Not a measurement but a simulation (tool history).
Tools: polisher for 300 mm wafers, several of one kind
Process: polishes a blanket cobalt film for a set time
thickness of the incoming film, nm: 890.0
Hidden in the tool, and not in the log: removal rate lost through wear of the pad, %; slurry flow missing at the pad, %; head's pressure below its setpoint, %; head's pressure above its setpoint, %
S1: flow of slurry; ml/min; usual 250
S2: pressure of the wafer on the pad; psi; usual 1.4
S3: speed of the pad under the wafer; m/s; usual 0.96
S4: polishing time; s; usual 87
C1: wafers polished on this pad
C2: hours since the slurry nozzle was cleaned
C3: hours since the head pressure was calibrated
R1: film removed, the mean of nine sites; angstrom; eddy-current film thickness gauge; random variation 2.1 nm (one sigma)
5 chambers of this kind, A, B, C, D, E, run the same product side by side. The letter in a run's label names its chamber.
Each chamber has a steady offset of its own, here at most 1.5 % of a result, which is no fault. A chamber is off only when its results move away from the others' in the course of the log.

| run | hour | S1 | S2 | S3 | S4 | C1 | C2 | C3 | R1 |
|---|---|---|---|---|---|---|---|---|---|
|  | 6.4 | chamber C: worn pad replaced by a new one |
| 1C | 7.0 | 250 | 1.4 | 0.96 | 87 | 3 | 24.7 | 150.2 | 2780.8 |
| 2D | 16.2 | 250 | 1.4 | 0.96 | 87 | 869 | 52.3 | 205.4 | 2828.6 |
| 3B | 28.8 | 250 | 1.4 | 0.96 | 87 | 219 | 124.5 | 173.2 | 2803.0 |
| 4A | 39.5 | 250 | 1.4 | 0.96 | 87 | 561 | 135.9 | 520.7 | 2813.4 |
|  | 50.7 | chamber A: worn pad replaced by a new one |
| 5E | 52.2 | 250 | 1.4 | 0.96 | 87 | 558 | 453.5 | 200.8 | 2778.9 |
| 6B | 60.0 | 320 | 1.4 | 0.96 | 87 | 423 | 155.7 | 204.4 | 2889.1 |
|  | 66.3 | chamber E: worn pad replaced by a new one |
| 7D | 70.3 | 320 | 1.4 | 0.96 | 87 | 1222 | 106.4 | 259.5 | 2867.3 |
| 8C | 76.5 | 320 | 1.4 | 0.96 | 87 | 457 | 94.2 | 219.7 | 2802.9 |
| 9E | 86.5 | 320 | 1.4 | 0.96 | 87 | 132 | 487.8 | 235.1 | 2882.2 |
| 10A | 94.7 | 320 | 1.4 | 0.96 | 87 | 287 | 191.1 | 575.9 | 2865.1 |
| 11B | 103.6 | 250 | 1.4 | 0.96 | 87 | 707 | 199.3 | 248.0 | 2779.2 |
| 12D | 109.8 | 250 | 1.4 | 0.96 | 87 | 1480 | 145.9 | 299.0 | 2803.0 |
| 13E | 119.1 | 250 | 1.4 | 0.96 | 87 | 344 | 520.4 | 267.7 | 2799.2 |
| 14C | 131.5 | 250 | 1.4 | 0.68 | 87 | 815 | 149.2 | 274.7 | 1946.0 |
| 15A | 141.2 | 250 | 1.4 | 0.68 | 87 | 590 | 237.6 | 622.4 | 1984.8 |
| 16B | 148.0 | 250 | 1.4 | 0.68 | 87 | 996 | 243.7 | 292.4 | 1994.2 |
|  | 148.9 | chamber A: worn pad replaced by a new one |
| 17D | 156.4 | 250 | 1.4 | 0.68 | 87 | 1783 | 192.5 | 345.6 | 1912.4 |
|  | 158.0 | chamber C: worn pad replaced by a new one |
| 18E | 165.7 | 250 | 1.4 | 0.68 | 87 | 648 | 567.0 | 314.3 | 1963.4 |
| 19C | 176.1 | 250 | 1.4 | 0.96 | 87 | 118 | 193.8 | 319.3 | 2761.4 |
|  | 182.8 | chamber E: worn pad replaced by a new one |
| 20A | 185.5 | 250 | 1.4 | 0.96 | 87 | 239 | 281.9 | 666.7 | 2824.1 |
| 21B | 197.5 | 250 | 1.1 | 0.96 | 87 | 1319 | 293.2 | 341.9 | 2226.8 |
| 22D | 205.7 | 250 | 1.1 | 0.96 | 87 | 2105 | 241.8 | 394.9 | 2117.4 |
|  | 208.2 | chamber B: worn pad replaced by a new one |
| 23C | 217.8 | 250 | 1.1 | 0.96 | 87 | 390 | 235.5 | 361.0 | 2190.0 |
|  | 224.7 | chamber E: slurry nozzle cleaned |
| 24A | 226.7 | 250 | 1.1 | 0.96 | 87 | 507 | 323.1 | 707.9 | 2183.1 |
| 25E | 239.4 | 250 | 1.1 | 0.96 | 87 | 369 | 14.8 | 388.0 | 2195.4 |
| 26C | 247.7 | 250 | 1.4 | 0.96 | 87 | 585 | 265.4 | 390.9 | 2775.1 |
| 27B | 255.8 | 250 | 1.4 | 0.96 | 87 | 310 | 351.5 | 400.2 | 2797.4 |
|  | 258.4 | chamber A: worn pad replaced by a new one |
| 28E | 263.6 | 250 | 1.4 | 0.96 | 87 | 527 | 39.0 | 412.2 | 2788.3 |
| 29D | 276.7 | 250 | 1.4 | 0.96 | 87 | 2568 | 312.8 | 465.9 | 2582.8 |
| 30A | 285.8 | 250 | 1.4 | 0.96 | 87 | 178 | 382.2 | 767.0 | 2880.2 |
|  | 295.7 | chamber E: worn pad replaced by a new one |
| 31D | 296.3 | 250 | 1.4 | 1.06 | 87 | 2696 | 332.4 | 485.5 | 2837.1 |
| 32A | 303.5 | 250 | 1.4 | 1.06 | 87 | 294 | 399.9 | 784.7 | 3102.3 |
| 33E | 314.1 | 250 | 1.4 | 1.06 | 87 | 120 | 89.5 | 462.7 | 3085.8 |

What goes on in this fleet: one chamber off, a drifting gauge, or nothing beyond the chambers' own small offsets? Name the chamber and the cause, if any.

Chamber D drifts away from the others.
Cause: removal rate lost through wear of the pad, % = 9.31.
The log may not tell that from: head's pressure below its setpoint, %.

Here are 4 candidates for chamber D's next run, each the usual settings with a change, their results left as question marks. Which one brings its results back in line with what the others give on the usual settings?
In line means no further than this from the other chambers' mean on the usual settings: R1 74.0 angstrom
| 34D-1 | 323.6 | 250 | 1.7 | 0.96 | 87 |  |  |  | ? |
| 34D-2 | 323.6 | 250 | 1.4 | 0.92 | 83 |  |  |  | ? |
| 34D-3 | 323.6 | 250 | 1.4 | 1.06 | 87 |  |  |  | ? |
| 34D-4 | 323.6 | 250 | 1.3 | 0.90 | 82 |  |  |  | ? |

The other chambers' mean on the usual settings: R1 2796.2 angstrom
| run | R1 |
|---|---|
| 34D-1 | 3100.9 |
| 34D-2 | 2327.1 |
| 34D-3 | 2816.3 |
| 34D-4 | 2085.3 |
34D-3 brings the chamber back in line.
